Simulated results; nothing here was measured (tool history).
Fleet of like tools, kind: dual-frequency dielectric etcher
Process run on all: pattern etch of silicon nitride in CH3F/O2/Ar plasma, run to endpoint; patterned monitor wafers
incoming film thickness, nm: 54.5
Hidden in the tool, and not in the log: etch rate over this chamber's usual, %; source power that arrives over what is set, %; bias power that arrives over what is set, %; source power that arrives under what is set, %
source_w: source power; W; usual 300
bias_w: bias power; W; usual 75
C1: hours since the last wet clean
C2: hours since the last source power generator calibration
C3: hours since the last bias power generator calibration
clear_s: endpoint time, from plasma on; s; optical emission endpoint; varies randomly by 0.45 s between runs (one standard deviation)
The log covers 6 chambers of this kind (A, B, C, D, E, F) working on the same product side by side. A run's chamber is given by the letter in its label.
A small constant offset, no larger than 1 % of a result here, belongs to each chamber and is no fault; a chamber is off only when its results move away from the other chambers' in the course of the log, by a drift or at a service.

At hour 3.5: chamber E: wet clean of the chamber.
Run 1A, hour 7.4: usual settings; C1 600.1; C2 563.4; C3 198.5. Result: clear_s 87.295 s.
Run 2F, hour 21.2: usual settings; C1 137.0; C2 4627.4; C3 2753.1. Result: clear_s 87.885 s.
At hour 22.0: chamber A: wet clean of the chamber.
Run 3E, hour 29.3: usual settings; C1 25.8; C2 1465.6; C3 3358.5. Result: clear_s 85.388 s.
Run 4C, hour 42.0: usual settings; C1 286.6; C2 325.6; C3 2121.3. Result: clear_s 86.687 s.
At hour 45.5: chamber D: bias power generator calibrated.
Run 5B, hour 52.3: usual settings; C1 150.5; C2 2553.1; C3 343.3. Result: clear_s 86.271 s.
Run 6D, hour 58.9: usual settings; C1 235.8; C2 4042.6; C3 13.5. Result: clear_s 86.072 s.
Run 7A, hour 72.0: usual settings; C1 50.1; C2 628.0; C3 263.1. Result: clear_s 87.362 s.
Run 8D, hour 82.8: usual settings; C1 259.7; C2 4066.5; C3 37.4. Result: clear_s 85.802 s.
Run 9C, hour 90.5: usual settings; C1 335.1; C2 374.1; C3 2169.8. Result: clear_s 86.584 s.
Run 10F, hour 104.6: usual settings; C1 220.4; C2 4710.8; C3 2836.5. Result: clear_s 87.870 s.
Run 11E, hour 118.8: usual settings; C1 115.3; C2 1555.1; C3 3448.0. Result: clear_s 85.478 s.
Run 12B, hour 130.6: usual settings; C1 228.8; C2 2631.4; C3 421.6. Result: clear_s 87.356 s.
Run 13C, hour 138.0: usual settings; C1 382.6; C2 421.6; C3 2217.3. Result: clear_s 86.159 s.
Run 14B, hour 152.2: usual settings; C1 250.4; C2 2653.0; C3 443.2. Result: clear_s 87.026 s.
Run 15E, hour 163.3: usual settings; C1 159.8; C2 1599.6; C3 3492.5. Result: clear_s 85.177 s.
At hour 166.9: chamber C: wet clean of the chamber.
Run 16F, hour 175.7: usual settings; C1 291.5; C2 4781.9; C3 2907.6. Result: clear_s 87.818 s.
Run 17A, hour 182.4: usual settings; C1 160.5; C2 738.4; C3 373.5. Result: clear_s 86.764 s.
Run 18D, hour 191.9: usual settings; C1 368.8; C2 4175.6; C3 146.5. Result: clear_s 85.622 s.
Run 19F, hour 199.9: usual settings; C1 315.7; C2 4806.1; C3 2931.8. Result: clear_s 87.526 s.
Run 20A, hour 212.3: usual settings; C1 190.4; C2 768.3; C3 403.4. Result: clear_s 87.519 s.
Run 21B, hour 219.6: usual settings; C1 317.8; C2 2720.4; C3 510.6. Result: clear_s 86.633 s.
At hour 222.6: chamber B: source power generator calibrated.
Run 22C, hour 228.2: usual settings; C1 61.4; C2 511.8; C3 2307.5. Result: clear_s 86.221 s.
Run 23D, hour 238.4: usual settings; C1 415.3; C2 4222.1; C3 193.0. Result: clear_s 86.432 s.
Run 24E, hour 251.9: usual settings; C1 248.4; C2 1688.2; C3 3581.1. Result: clear_s 86.530 s.
At hour 255.6: chamber D: wet clean of the chamber.
Run 25C, hour 260.4: usual settings; C1 93.6; C2 544.0; C3 2339.7. Result: clear_s 86.251 s.
Run 26F, hour 274.4: usual settings but source_w 260 W; C1 390.2; C2 4880.6; C3 3006.3. Result: clear_s 92.796 s.
Run 27D, hour 286.1: usual settings but source_w 260 W; C1 30.6; C2 4269.8; C3 240.7. Result: clear_s 90.468 s.
Run 28B, hour 298.8: usual settings but source_w 260 W; C1 397.0; C2 76.3; C3 589.8. Result: clear_s 91.364 s.
Run 29E, hour 308.0: usual settings but source_w 260 W; C1 304.5; C2 1744.3; C3 3637.2. Result: clear_s 90.033 s.
Run 30A, hour 320.4: usual settings but source_w 260 W; C1 298.5; C2 876.4; C3 511.5. Result: clear_s 91.048 s.
Run 31C, hour 334.8: usual settings but source_w 260 W; C1 168.0; C2 618.4; C3 2414.1. Result: clear_s 91.778 s.
Run 32B, hour 347.1: usual settings; C1 445.3; C2 124.6; C3 638.1. Result: clear_s 86.864 s.
At hour 350.5: chamber E: source power generator calibrated.
Run 33D, hour 359.1: usual settings; C1 103.6; C2 4342.8; C3 313.7. Result: clear_s 85.693 s.
At hour 359.4: chamber D: source power generator calibrated.
Run 34A, hour 368.3: usual settings; C1 346.4; C2 924.3; C3 559.4. Result: clear_s 86.292 s.
At hour 369.9: chamber F: wet clean of the chamber.
Run 35F, hour 374.7: usual settings but bias_w 90 W; C1 4.8; C2 4980.9; C3 3106.6. Result: clear_s 81.616 s.
Run 36E, hour 382.6: usual settings but bias_w 90 W; C1 379.1; C2 32.2; C3 3711.8. Result: clear_s 80.195 s.
Run 37E, hour 391.4: usual settings but bias_w 90 W; C1 387.9; C2 41.0; C3 3720.6. Result: clear_s 79.482 s.
Run 38D, hour 400.8: usual settings but bias_w 90 W; C1 145.3; C2 41.5; C3 355.4. Result: clear_s 80.368 s.

Is one chamber out of step, is the gauge drifting, or do the chambers differ by no more than their own small offsets? For an off chamber, give its letter and the likeliest cause.

No chamber stands off beyond its own small offset, and the gauge holds steady.
